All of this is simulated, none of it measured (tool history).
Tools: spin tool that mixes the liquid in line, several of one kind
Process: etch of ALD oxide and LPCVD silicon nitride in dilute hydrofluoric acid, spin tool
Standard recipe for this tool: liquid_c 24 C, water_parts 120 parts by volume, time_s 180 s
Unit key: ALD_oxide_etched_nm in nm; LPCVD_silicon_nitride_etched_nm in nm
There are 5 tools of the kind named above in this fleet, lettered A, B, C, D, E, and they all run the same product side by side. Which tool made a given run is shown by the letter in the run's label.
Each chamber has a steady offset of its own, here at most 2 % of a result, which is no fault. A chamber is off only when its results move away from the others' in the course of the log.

run     day  liquid_c  water_parts  time_s  hours since the thermometer was replaced  hours since the hydrofluoric acid flow meter was replaced  read-back film thickness of the ALD oxide reference wafer, read on the same gauge (nm)  read-back film thickness of the LPCVD silicon nitride reference wafer, read on the same gauge (nm)  ALD_oxide_etched_nm  LPCVD_silicon_nitride_etched_nm
 1A   0.354        24          120     180                                     237.5                                                      503.8                                                                                  140.03                                                                                              110.02               18.077                          0.78919
 2B   0.962        24          120     180                                    2125.6                                                      553.6                                                                                  140.04                                                                                              109.98               18.149                          0.81676
 3D   1.279        24          120     180                                     334.2                                                      805.6                                                                                  140.03                                                                                              109.98               18.069                          0.81986
 4E   1.633        24          120     180                                       591                                                     1722.6                                                                                  140.07                                                                                              110.02               17.975                          0.80857
 5C   2.096        24          120     240                                     771.5                                                     1120.4                                                                                     140                                                                                              109.99               24.579                           1.0138
 6D   2.512        24          120     240                                     363.8                                                      835.2                                                                                  140.01                                                                                              109.96               24.352                           1.0648
 7B   3.008        24          120     240                                    2174.7                                                      602.7                                                                                     140                                                                                              109.99               24.001                           1.1185
 8A   3.275        24          120     240                                     307.6                                                      573.9                                                                                  140.01                                                                                              109.99               23.752                           1.0749
 9C   3.592        24          120     240                                     807.4                                                     1156.3                                                                                  139.97                                                                                              109.98               24.584                           1.0844
          4  -- chamber E: hydrofluoric acid flow meter replaced
10E    4.05        24          120     180                                       649                                                        1.2                                                                                  139.95                                                                                                 110               17.923                          0.75857
11D   4.358        24          120     180                                     408.1                                                      879.5                                                                                  140.01                                                                                              109.97               18.244                          0.78312
12B   4.708        24          120     180                                    2215.5                                                      643.5                                                                                  139.98                                                                                                 110               18.287                          0.88683
13E   5.071        24          140     270                                     673.5                                                       25.7                                                                                  139.97                                                                                              109.97               22.584                          0.98072
14A   5.383        24          140     270                                     358.2                                                      624.5                                                                                  139.97                                                                                              110.01               22.469                           1.0784
15C     5.9        24          140     270                                     862.8                                                     1211.7                                                                                  139.96                                                                                                 110               23.122                           1.0277
16A   6.404        24          140     270                                     382.7                                                        649                                                                                     140                                                                                                 110                 22.4                           1.0745
17B   6.775        24          140     270                                    2265.1                                                      693.1                                                                                  140.01                                                                                              110.01               22.989                           1.0731
18E    7.15        24          120     180                                     723.4                                                       75.6                                                                                     140                                                                                                 110               17.797                          0.83355
19D   7.454        24          120     180                                     482.4                                                      953.8                                                                                     140                                                                                              109.97               18.157                          0.79421
20C   7.996        24           95      90                                     913.1                                                       1262                                                                                     140                                                                                              109.99               11.983                          0.50154
21E   8.321        24           95      90                                     751.5                                                      103.7                                                                                  140.02                                                                                              110.02               11.687                          0.50593
22D   8.929        24           95      90                                     517.8                                                      989.2                                                                                  139.96                                                                                              109.98               11.757                          0.49982
23C   9.292        24           95      90                                     944.2                                                     1293.1                                                                                  140.01                                                                                              110.03                12.06                          0.51961
      9.346  -- chamber D: thermometer replaced
24A   9.779        24           95      90                                     463.7                                                        730                                                                                  139.97                                                                                              110.01               11.699                          0.54169
     10.254  -- chamber B: hydrofluoric acid flow meter replaced
25B  10.379        24          120     180                                    2351.6                                                          3                                                                                  140.05                                                                                                 110               18.007                          0.81158
26D  10.738        24          120     180                                      33.4                                                     1032.6                                                                                     140                                                                                              109.98                18.45                          0.80505
27C  11.217        24          120     180                                     990.4                                                     1339.3                                                                                  139.99                                                                                              109.99               18.474                          0.83015
     11.246  -- chamber E: thermometer replaced
28A  11.804        24          120     180                                     512.3                                                      778.6                                                                                  139.99                                                                                              110.02               17.889                          0.81164
29B  12.304        24          120     180                                    2397.8                                                       49.2                                                                                  139.97                                                                                                 110               17.965                          0.79608
30E  12.821        24          120     180                                      37.9                                                      211.7                                                                                  140.01                                                                                                 110                18.03                          0.84879
31C  13.167      22.5          120     210                                    1037.2                                                     1386.1                                                                                  139.97                                                                                                 110               20.265                           0.8421
32D    13.6      22.5          120     210                                     102.1                                                     1101.3                                                                                  139.99                                                                                              109.99               20.132                          0.86673
     14.088  -- chamber A: hydrofluoric acid flow meter replaced
33E  14.138      22.5          120     210                                      69.5                                                      243.3                                                                                  139.99                                                                                              110.01               19.803                           0.8718
34A  14.525      22.5          120     210                                     577.6                                                       10.6                                                                                  139.99                                                                                                 110               19.619                          0.86263
35B  14.925      22.5          120     210                                    2460.7                                                      112.1                                                                                  139.95                                                                                              110.01               19.881                           0.9049
36E  15.238        24          120     280                                      95.9                                                      269.7                                                                                  140.04                                                                                              110.01               28.169                           1.2858

Is one chamber off against the others, does the gauge drift, or is nothing wrong? If a chamber is off, say which, and what the likeliest cause is.

Nothing is wrong: each chamber keeps only its own small, steady offset and the gauge holds still.
